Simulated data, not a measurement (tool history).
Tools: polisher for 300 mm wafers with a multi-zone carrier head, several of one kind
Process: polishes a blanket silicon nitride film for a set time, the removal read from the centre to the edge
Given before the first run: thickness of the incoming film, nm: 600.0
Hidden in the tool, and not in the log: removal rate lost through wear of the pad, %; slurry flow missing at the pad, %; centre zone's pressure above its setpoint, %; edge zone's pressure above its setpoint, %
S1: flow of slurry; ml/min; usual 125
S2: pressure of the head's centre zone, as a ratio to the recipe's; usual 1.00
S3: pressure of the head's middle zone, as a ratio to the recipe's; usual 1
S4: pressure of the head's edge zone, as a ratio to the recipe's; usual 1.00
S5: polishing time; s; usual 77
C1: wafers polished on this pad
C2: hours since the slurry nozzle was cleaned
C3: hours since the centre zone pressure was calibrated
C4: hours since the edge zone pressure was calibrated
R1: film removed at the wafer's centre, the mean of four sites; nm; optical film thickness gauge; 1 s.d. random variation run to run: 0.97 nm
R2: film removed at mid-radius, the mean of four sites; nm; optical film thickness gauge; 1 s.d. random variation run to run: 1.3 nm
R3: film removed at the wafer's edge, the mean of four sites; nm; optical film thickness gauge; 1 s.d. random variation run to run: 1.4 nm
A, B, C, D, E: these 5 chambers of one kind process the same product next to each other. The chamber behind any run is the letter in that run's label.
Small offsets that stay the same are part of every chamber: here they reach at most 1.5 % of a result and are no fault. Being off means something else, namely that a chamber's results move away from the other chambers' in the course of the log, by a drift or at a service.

| run | hour | S1 | S2 | S3 | S4 | S5 | C1 | C2 | C3 | C4 | R1 | R2 | R3 |
|---|---|---|---|---|---|---|---|---|---|---|---|---|---|
| 1B | 7.2 | 125 | 1.00 | 1 | 1.00 | 77 | 874 | 246.3 | 785.6 | 603.6 | 132.20 | 129.61 | 128.29 |
|  | 9.6 | chamber C: worn pad replaced by a new one |
| 2A | 17.9 | 125 | 1.00 | 1 | 1.00 | 77 | 1144 | 341.5 | 34.6 | 778.2 | 131.32 | 129.47 | 131.28 |
|  | 26.2 | chamber A: worn pad replaced by a new one |
| 3D | 31.1 | 125 | 1.00 | 1 | 1.00 | 77 | 714 | 287.2 | 177.8 | 274.6 | 131.23 | 130.62 | 132.31 |
|  | 32.8 | chamber B: worn pad replaced by a new one |
|  | 39.2 | chamber C: edge zone pressure recalibrated |
| 4E | 43.7 | 125 | 1.00 | 1 | 1.00 | 77 | 805 | 511.4 | 820.9 | 1034.7 | 130.61 | 132.26 | 131.07 |
| 5C | 51.3 | 125 | 1.00 | 1 | 1.00 | 77 | 600 | 159.1 | 319.2 | 12.2 | 130.65 | 131.02 | 130.12 |
| 6E | 58.2 | 125 | 1.00 | 1 | 1.00 | 77 | 1013 | 525.9 | 835.4 | 1049.2 | 130.50 | 131.77 | 130.75 |
| 7D | 66.1 | 125 | 1.00 | 1 | 1.00 | 77 | 1218 | 322.2 | 212.8 | 309.6 | 134.04 | 130.35 | 129.50 |
|  | 71.3 | chamber D: worn pad replaced by a new one |
| 8C | 79.1 | 125 | 1.00 | 1 | 1.00 | 77 | 1000 | 186.9 | 347.0 | 40.0 | 131.96 | 129.16 | 130.29 |
|  | 88.6 | chamber E: slurry nozzle cleaned |
| 9B | 91.0 | 125 | 1.00 | 1 | 1.00 | 77 | 838 | 330.1 | 869.4 | 687.4 | 133.61 | 133.68 | 130.68 |
| 10A | 97.3 | 125 | 1.00 | 1 | 1.00 | 77 | 1024 | 420.9 | 114.0 | 857.6 | 129.74 | 130.06 | 131.04 |
|  | 98.9 | chamber C: worn pad replaced by a new one |
| 11C | 105.8 | 125 | 0.94 | 1 | 1.04 | 77 | 100 | 213.6 | 373.7 | 66.7 | 121.71 | 128.71 | 131.46 |
|  | 112.2 | chamber B: worn pad replaced by a new one |
| 12E | 113.9 | 125 | 0.94 | 1 | 1.04 | 77 | 1815 | 25.4 | 891.1 | 1104.9 | 122.10 | 131.10 | 132.14 |
| 13D | 123.9 | 125 | 0.94 | 1 | 1.04 | 77 | 758 | 380.0 | 270.6 | 367.4 | 122.59 | 132.50 | 134.34 |
|  | 129.1 | chamber A: worn pad replaced by a new one |
| 14B | 134.6 | 125 | 0.94 | 1 | 1.04 | 77 | 322 | 373.7 | 913.0 | 731.0 | 123.30 | 129.20 | 133.40 |
|  | 144.7 | chamber D: worn pad replaced by a new one |
| 15A | 148.2 | 125 | 0.94 | 1 | 1.04 | 77 | 275 | 471.8 | 164.9 | 908.5 | 122.00 | 131.92 | 135.60 |
| 16B | 154.9 | 125 | 1.00 | 1 | 1.00 | 77 | 615 | 394.0 | 933.3 | 751.3 | 134.19 | 131.41 | 127.12 |
| 17A | 165.5 | 125 | 1.00 | 1 | 1.00 | 77 | 524 | 489.1 | 182.2 | 925.8 | 129.89 | 131.22 | 131.65 |
|  | 172.5 | chamber D: slurry nozzle cleaned |
| 18C | 173.9 | 125 | 1.00 | 1 | 1.00 | 77 | 1080 | 281.7 | 441.8 | 134.8 | 130.84 | 129.81 | 131.69 |
|  | 180.5 | chamber E: centre zone pressure recalibrated |
| 19D | 181.0 | 125 | 1.00 | 1 | 1.00 | 77 | 523 | 8.5 | 327.7 | 424.5 | 133.54 | 129.00 | 129.61 |
|  | 188.0 | chamber B: worn pad replaced by a new one |
|  | 189.2 | chamber C: worn pad replaced by a new one |
| 20E | 194.4 | 125 | 1.00 | 1 | 1.00 | 77 | 2974 | 105.9 | 14.0 | 1185.4 | 127.94 | 128.30 | 126.68 |
| 21E | 207.0 | 125 | 1.00 | 1 | 1.00 | 77 | 3156 | 118.5 | 26.6 | 1198.0 | 129.72 | 127.84 | 127.43 |
| 22D | 216.8 | 125 | 1.00 | 1 | 1.00 | 77 | 1038 | 44.3 | 363.5 | 460.3 | 132.07 | 130.58 | 132.06 |
|  | 220.8 | chamber E: edge zone pressure recalibrated |
|  | 224.2 | chamber D: worn pad replaced by a new one |
| 23C | 226.1 | 125 | 1.00 | 1 | 1.00 | 77 | 531 | 333.9 | 494.0 | 187.0 | 131.13 | 127.81 | 128.12 |
|  | 226.6 | chamber A: worn pad replaced by a new one |
|  | 231.2 | chamber B: centre zone pressure recalibrated |
| 24A | 239.5 | 125 | 1.00 | 1 | 1.00 | 77 | 186 | 563.1 | 256.2 | 999.8 | 131.82 | 130.64 | 127.76 |
| 25B | 251.2 | 125 | 1.00 | 1 | 1.00 | 77 | 910 | 490.3 | 20.1 | 847.6 | 131.18 | 131.09 | 129.19 |
|  | 255.3 | chamber B: worn pad replaced by a new one |
| 26C | 262.8 | 125 | 1.00 | 1 | 1.00 | 77 | 1059 | 370.6 | 530.7 | 223.7 | 128.69 | 130.53 | 127.89 |
| 27B | 272.5 | 125 | 1.00 | 1 | 1.00 | 77 | 248 | 511.6 | 41.4 | 868.9 | 130.39 | 131.00 | 127.76 |
| 28D | 283.0 | 125 | 1.00 | 1 | 1.00 | 77 | 846 | 110.5 | 429.7 | 526.5 | 133.64 | 128.89 | 129.43 |
|  | 285.4 | chamber C: worn pad replaced by a new one |
|  | 286.4 | chamber A: centre zone pressure recalibrated |
|  | 288.8 | chamber D: centre zone pressure recalibrated |
| 29E | 292.6 | 125 | 1.06 | 1 | 1.00 | 91 | 4388 | 204.1 | 112.2 | 71.9 | 156.69 | 151.30 | 148.00 |
| 30A | 304.1 | 125 | 1.06 | 1 | 1.00 | 91 | 1116 | 627.7 | 17.7 | 1064.4 | 164.98 | 156.95 | 153.05 |
|  | 309.3 | chamber D: worn pad replaced by a new one |
|  | 310.7 | chamber C: centre zone pressure recalibrated |
| 31B | 311.5 | 125 | 1.06 | 1 | 1.00 | 91 | 810 | 550.6 | 80.4 | 907.9 | 167.98 | 153.26 | 151.80 |
|  | 320.6 | chamber A: worn pad replaced by a new one |
| 32D | 323.6 | 125 | 1.06 | 1 | 1.00 | 91 | 206 | 151.1 | 34.9 | 567.1 | 165.70 | 154.86 | 154.35 |
|  | 323.9 | chamber B: worn pad replaced by a new one |
|  | 324.8 | chamber A: slurry nozzle cleaned |
| 33E | 335.0 | 125 | 1.06 | 1 | 1.00 | 91 | 4999 | 246.5 | 154.6 | 114.3 | 156.57 | 148.45 | 144.43 |
| 34A | 347.6 | 125 | 1.00 | 1 | 0.93 | 103 | 390 | 22.8 | 61.2 | 1107.9 | 173.55 | 175.31 | 167.75 |
| 35C | 361.9 | 125 | 1.00 | 1 | 0.93 | 103 | 1102 | 469.7 | 51.2 | 322.8 | 176.56 | 176.00 | 170.26 |
|  | 363.7 | chamber C: worn pad replaced by a new one |
| 36B | 371.3 | 125 | 1.00 | 1 | 0.93 | 103 | 682 | 610.4 | 140.2 | 967.7 | 176.46 | 173.24 | 167.05 |
| 37A | 385.4 | 125 | 1.00 | 1 | 0.93 | 103 | 934 | 60.6 | 99.0 | 1145.7 | 174.06 | 176.77 | 168.40 |
| 38C | 392.8 | 125 | 1.00 | 1 | 0.93 | 103 | 419 | 500.6 | 82.1 | 353.7 | 175.20 | 171.84 | 167.78 |

Does one chamber stand apart from the rest, does the shared gauge drift, or is all well apart from small per-chamber offsets? Give the chamber and the most likely cause, where there is one.

Little by little, chamber E moves away from the other chambers.
What lies behind it: removal rate lost through wear of the pad, % = 5.93.
Not necessarily distinguishable in this log from: slurry flow missing at the pad, %.

Chamber E could run next with any of the 4 candidate recipes listed below; each alters the usual settings, and their results appear as question marks. Which one brings its results back in line with what the other chambers deliver on the usual settings?
Allowed miss from the other chambers' usual-settings mean, per result, to count as in line: R1 3.40 nm; R2 4.50 nm; R3 4.90 nm
| 39E-1 | 403.2 | 125 | 1.00 | 1 | 1.00 | 76 |  |  |  |  | ? | ? | ? |
| 39E-2 | 403.2 | 125 | 1.00 | 1 | 1.00 | 73 |  |  |  |  | ? | ? | ? |
| 39E-3 | 403.2 | 125 | 1.00 | 1 | 1.00 | 82 |  |  |  |  | ? | ? | ? |
| 39E-4 | 403.2 | 125 | 1.00 | 1 | 1.00 | 78 |  |  |  |  | ? | ? | ? |

Average result of the remaining chambers running the usual settings: R1 131.19 nm; R2 130.49 nm; R3 130.33 nm
| run | R1 | R2 | R3 |
|---|---|---|---|
| 39E-1 | 121.46 | 121.65 | 121.54 |
| 39E-2 | 116.67 | 116.85 | 116.75 |
| 39E-3 | 131.05 | 131.26 | 131.14 |
| 39E-4 | 124.66 | 124.86 | 124.74 |
39E-3 puts the chamber back in line with the other chambers.
